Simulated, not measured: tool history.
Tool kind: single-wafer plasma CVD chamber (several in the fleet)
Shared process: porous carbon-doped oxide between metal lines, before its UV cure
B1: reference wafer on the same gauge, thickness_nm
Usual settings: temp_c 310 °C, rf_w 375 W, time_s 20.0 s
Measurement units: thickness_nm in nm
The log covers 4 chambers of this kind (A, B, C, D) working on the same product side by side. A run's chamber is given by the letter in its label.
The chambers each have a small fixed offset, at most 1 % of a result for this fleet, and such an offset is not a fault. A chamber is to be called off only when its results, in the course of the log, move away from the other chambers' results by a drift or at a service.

{"run": "1A", "hour": 8.1, "temp_c": 310, "rf_w": 375, "time_s": 20.0, "B1": 79.69, "thickness_nm": 82.982}
{"run": "2D", "hour": 14.9, "temp_c": 310, "rf_w": 375, "time_s": 20.0, "B1": 79.673, "thickness_nm": 83.947}
{"run": "3B", "hour": 19.2, "temp_c": 310, "rf_w": 375, "time_s": 20.0, "B1": 79.664, "thickness_nm": 82.932}
{"run": "4C", "hour": 29.0, "temp_c": 310, "rf_w": 375, "time_s": 20.0, "B1": 79.649, "thickness_nm": 83.518}
{"run": "5C", "hour": 36.9, "temp_c": 310, "rf_w": 375, "time_s": 21.9, "B1": 79.599, "thickness_nm": 91.029}
{"run": "6D", "hour": 43.3, "temp_c": 310, "rf_w": 375, "time_s": 21.9, "B1": 79.62, "thickness_nm": 91.523}
{"hour": 49.3, "done": "chamber A: RF generator calibrated"}
{"run": "7A", "hour": 49.7, "temp_c": 310, "rf_w": 375, "time_s": 21.9, "B1": 79.597, "thickness_nm": 90.456}
{"run": "8B", "hour": 57.7, "temp_c": 310, "rf_w": 375, "time_s": 21.9, "B1": 79.574, "thickness_nm": 90.424}
{"run": "9B", "hour": 63.0, "temp_c": 310, "rf_w": 375, "time_s": 20.0, "B1": 79.572, "thickness_nm": 82.946}
{"run": "10A", "hour": 67.4, "temp_c": 310, "rf_w": 375, "time_s": 20.0, "B1": 79.547, "thickness_nm": 82.726}
{"run": "11C", "hour": 74.4, "temp_c": 310, "rf_w": 375, "time_s": 20.0, "B1": 79.543, "thickness_nm": 83.193}
{"run": "12D", "hour": 81.7, "temp_c": 310, "rf_w": 375, "time_s": 20.0, "B1": 79.526, "thickness_nm": 83.909}
{"run": "13A", "hour": 89.6, "temp_c": 310, "rf_w": 375, "time_s": 20.0, "B1": 79.525, "thickness_nm": 82.788}
{"run": "14B", "hour": 99.1, "temp_c": 310, "rf_w": 375, "time_s": 20.0, "B1": 79.505, "thickness_nm": 82.704}
{"run": "15D", "hour": 103.9, "temp_c": 310, "rf_w": 340, "time_s": 18.4, "B1": 79.473, "thickness_nm": 71.42}
{"run": "16C", "hour": 113.3, "temp_c": 310, "rf_w": 340, "time_s": 18.4, "B1": 79.475, "thickness_nm": 71.1}
{"run": "17B", "hour": 118.6, "temp_c": 310, "rf_w": 340, "time_s": 18.4, "B1": 79.438, "thickness_nm": 70.342}
{"run": "18D", "hour": 127.0, "temp_c": 310, "rf_w": 340, "time_s": 18.4, "B1": 79.416, "thickness_nm": 71.219}
{"run": "19A", "hour": 131.7, "temp_c": 310, "rf_w": 375, "time_s": 20.0, "B1": 79.429, "thickness_nm": 82.817}
{"run": "20C", "hour": 136.9, "temp_c": 310, "rf_w": 375, "time_s": 20.0, "B1": 79.405, "thickness_nm": 83.201}
{"run": "21C", "hour": 142.8, "temp_c": 310, "rf_w": 375, "time_s": 20.0, "B1": 79.422, "thickness_nm": 83.22}
{"run": "22D", "hour": 148.9, "temp_c": 299, "rf_w": 325, "time_s": 20.0, "B1": 79.365, "thickness_nm": 79.197}
{"run": "23A", "hour": 155.3, "temp_c": 299, "rf_w": 325, "time_s": 20.0, "B1": 79.35, "thickness_nm": 78.468}
{"run": "24B", "hour": 160.7, "temp_c": 299, "rf_w": 325, "time_s": 20.0, "B1": 79.348, "thickness_nm": 78.056}
{"run": "25B", "hour": 167.4, "temp_c": 299, "rf_w": 325, "time_s": 20.0, "B1": 79.327, "thickness_nm": 77.957}
{"run": "26D", "hour": 174.4, "temp_c": 310, "rf_w": 375, "time_s": 20.0, "B1": 79.324, "thickness_nm": 83.733}
{"run": "27C", "hour": 181.3, "temp_c": 320, "rf_w": 375, "time_s": 20.0, "B1": 79.313, "thickness_nm": 78.947}

Is one chamber off against the others, does the gauge drift, or is nothing wrong? If a chamber is off, say which, and what the likeliest cause is.

No chamber is off; the gauge reading every chamber's wafers drifts, which makes the whole fleet appear to move together.
Most likely cause: gauge reads low (%) = 0.506.

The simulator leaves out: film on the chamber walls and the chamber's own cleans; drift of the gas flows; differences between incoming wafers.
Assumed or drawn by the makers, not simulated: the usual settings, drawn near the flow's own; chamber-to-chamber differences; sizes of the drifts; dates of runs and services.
